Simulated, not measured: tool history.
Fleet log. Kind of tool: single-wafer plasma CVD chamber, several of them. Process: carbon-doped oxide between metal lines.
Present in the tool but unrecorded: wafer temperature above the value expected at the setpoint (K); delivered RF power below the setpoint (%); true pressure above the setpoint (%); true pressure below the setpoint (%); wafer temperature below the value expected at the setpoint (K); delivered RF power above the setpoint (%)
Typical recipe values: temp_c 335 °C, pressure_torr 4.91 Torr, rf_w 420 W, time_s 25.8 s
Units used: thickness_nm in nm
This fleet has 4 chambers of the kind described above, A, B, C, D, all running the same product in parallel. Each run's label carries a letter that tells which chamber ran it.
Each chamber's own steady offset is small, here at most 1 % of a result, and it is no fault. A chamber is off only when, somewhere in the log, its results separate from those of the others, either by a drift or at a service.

| run | hour | temp_c | pressure_torr | rf_w | time_s | hours since the last thermocouple change | hours since the last RF generator calibration | hours since the last manometer calibration | read-back reference wafer on the same gauge, thickness_nm | thickness_nm |
|---|---|---|---|---|---|---|---|---|---|---|
| 1D | 2.3 | 335 | 4.91 | 420 | 25.8 | 899.9 | 797.7 | 840.1 | 120.06 | 122.96 |
| 2B | 6.3 | 335 | 4.91 | 420 | 25.8 | 1787.7 | 365.3 | 83.3 | 120.09 | 121.61 |
| 3A | 9.9 | 335 | 4.91 | 420 | 25.8 | 1539.9 | 850.3 | 1263.8 | 119.97 | 121.2 |
| 4C | 13.1 | 335 | 4.91 | 420 | 25.8 | 485.1 | 474.7 | 949.1 | 120.08 | 121.65 |
| 5C | 16.8 | 335 | 4.91 | 420 | 25.8 | 488.8 | 478.4 | 952.8 | 120.04 | 122.23 |
| 6B | 21.3 | 335 | 4.91 | 420 | 25.8 | 1802.7 | 380.3 | 98.3 | 120.01 | 121.15 |
| 7A | 25.2 | 335 | 4.91 | 420 | 25.8 | 1555.2 | 865.6 | 1279.1 | 119.96 | 121.34 |
| 8D | 28.4 | 335 | 4.91 | 465 | 25.8 | 926 | 823.8 | 866.2 | 120.04 | 131.83 |
| 9A | 31.7 | 335 | 4.91 | 465 | 25.8 | 1561.7 | 872.1 | 1285.6 | 120.05 | 130.21 |
| 10B | 34.5 | 335 | 4.91 | 465 | 25.8 | 1815.9 | 393.5 | 111.5 | 120.02 | 130.16 |
| 11C | 39 | 335 | 4.91 | 465 | 25.8 | 511 | 500.6 | 975 | 119.97 | 131.36 |
| 12D | 42.6 | 335 | 4.91 | 420 | 25.8 | 940.2 | 838 | 880.4 | 119.99 | 123.28 |
| 13D | 44.7 | 335 | 4.91 | 420 | 25.8 | 942.3 | 840.1 | 882.5 | 120.05 | 123.17 |
| 14C | 47.2 | 335 | 5.99 | 370 | 25.8 | 519.2 | 508.8 | 983.2 | 120.06 | 113.25 |
|  | 47.4 | chamber B: thermocouple changed; heater temperature recalibrated |
| 15B | 50.3 | 335 | 5.99 | 370 | 25.8 | 2.9 | 409.3 | 127.3 | 119.93 | 112.76 |
| 16A | 54.2 | 335 | 5.99 | 370 | 25.8 | 1584.2 | 894.6 | 1308.1 | 119.99 | 112.57 |
| 17C | 56.5 | 335 | 5.99 | 370 | 25.8 | 528.5 | 518.1 | 992.5 | 120 | 113.18 |
| 18B | 61.3 | 335 | 4.91 | 420 | 25.8 | 13.9 | 420.3 | 138.3 | 120.01 | 120.85 |
| 19A | 63.6 | 335 | 5.55 | 420 | 25.8 | 1593.6 | 904 | 1317.5 | 120 | 122.81 |
| 20D | 66.4 | 335 | 5.55 | 420 | 25.8 | 964 | 861.8 | 904.2 | 120 | 124.36 |
| 21D | 71.3 | 335 | 5.55 | 420 | 25.8 | 968.9 | 866.7 | 909.1 | 120.05 | 124.3 |
| 22C | 73.7 | 335 | 5.55 | 420 | 25.8 | 545.7 | 535.3 | 1009.7 | 119.88 | 123.37 |
| 23A | 76.6 | 335 | 4.91 | 420 | 25.8 | 1606.6 | 917 | 1330.5 | 120 | 121.27 |
| 24B | 79.2 | 335 | 4.91 | 420 | 25.8 | 31.8 | 438.2 | 156.2 | 120.1 | 120.2 |
| 25B | 81.6 | 335 | 4.91 | 420 | 25.8 | 34.2 | 440.6 | 158.6 | 119.99 | 120.73 |
| 26A | 84.8 | 335 | 4.91 | 420 | 25.8 | 1614.8 | 925.2 | 1338.7 | 120.01 | 121.14 |
| 27D | 87 | 335 | 4.91 | 420 | 25.8 | 984.6 | 882.4 | 924.8 | 119.97 | 122.72 |
| 28C | 89.4 | 335 | 4.91 | 420 | 25.8 | 561.4 | 551 | 1025.4 | 120.06 | 121.59 |
| 29A | 91.9 | 335 | 4.91 | 420 | 25.8 | 1621.9 | 932.3 | 1345.8 | 119.99 | 121.38 |
| 30C | 95 | 335 | 4.91 | 420 | 25.8 | 567 | 556.6 | 1031 | 119.93 | 122.09 |
| 31B | 99.9 | 335 | 4.91 | 420 | 25.8 | 52.5 | 458.9 | 176.9 | 120.03 | 120.08 |
| 32D | 102.9 | 335 | 4.91 | 420 | 25.8 | 1000.5 | 898.3 | 940.7 | 120.03 | 123.38 |
| 33D | 107.1 | 335 | 4.91 | 420 | 25.8 | 1004.7 | 902.5 | 944.9 | 119.97 | 122.6 |
| 34B | 111.2 | 335 | 4.91 | 420 | 25.8 | 63.8 | 470.2 | 188.2 | 119.95 | 120.62 |
| 35C | 115.9 | 335 | 4.91 | 420 | 25.8 | 587.9 | 577.5 | 1051.9 | 120 | 121.73 |

Which is it: a chamber that has drifted or been left off by a service, a gauge drift common to all chambers, or only each chamber's usual small offset? If a chamber is off, name it and its likeliest cause.

Chamber B drifts away from the others.
What lies behind it: delivered RF power below the setpoint (%) = 1.89.
With only this log, it may be confused with: true pressure below the setpoint (%).

Which of the 4 candidates below, each the usual settings with something changed and its results left as question marks, puts chamber B back in line with what the other chambers give on the usual settings?
In-line tolerance around the mean of the other chambers on the usual settings: thickness_nm 1.1 nm
| 36B-1 | 119.4 | 335 | 4.93 | 420 | 26.2 |  |  |  |  | ? |
| 36B-2 | 119.4 | 335 | 4.91 | 420 | 25.4 |  |  |  |  | ? |
| 36B-3 | 119.4 | 335 | 4.98 | 440 | 25.8 |  |  |  |  | ? |
| 36B-4 | 119.4 | 335 | 4.91 | 400 | 25.8 |  |  |  |  | ? |

Usual-settings mean across the other chambers: thickness_nm 121.94 nm
| run | thickness_nm |
|---|---|
| 36B-1 | 121.75 |
| 36B-2 | 118.02 |
| 36B-3 | 124.23 |
| 36B-4 | 115.68 |
It is 36B-1 that realigns the chamber with its peers.
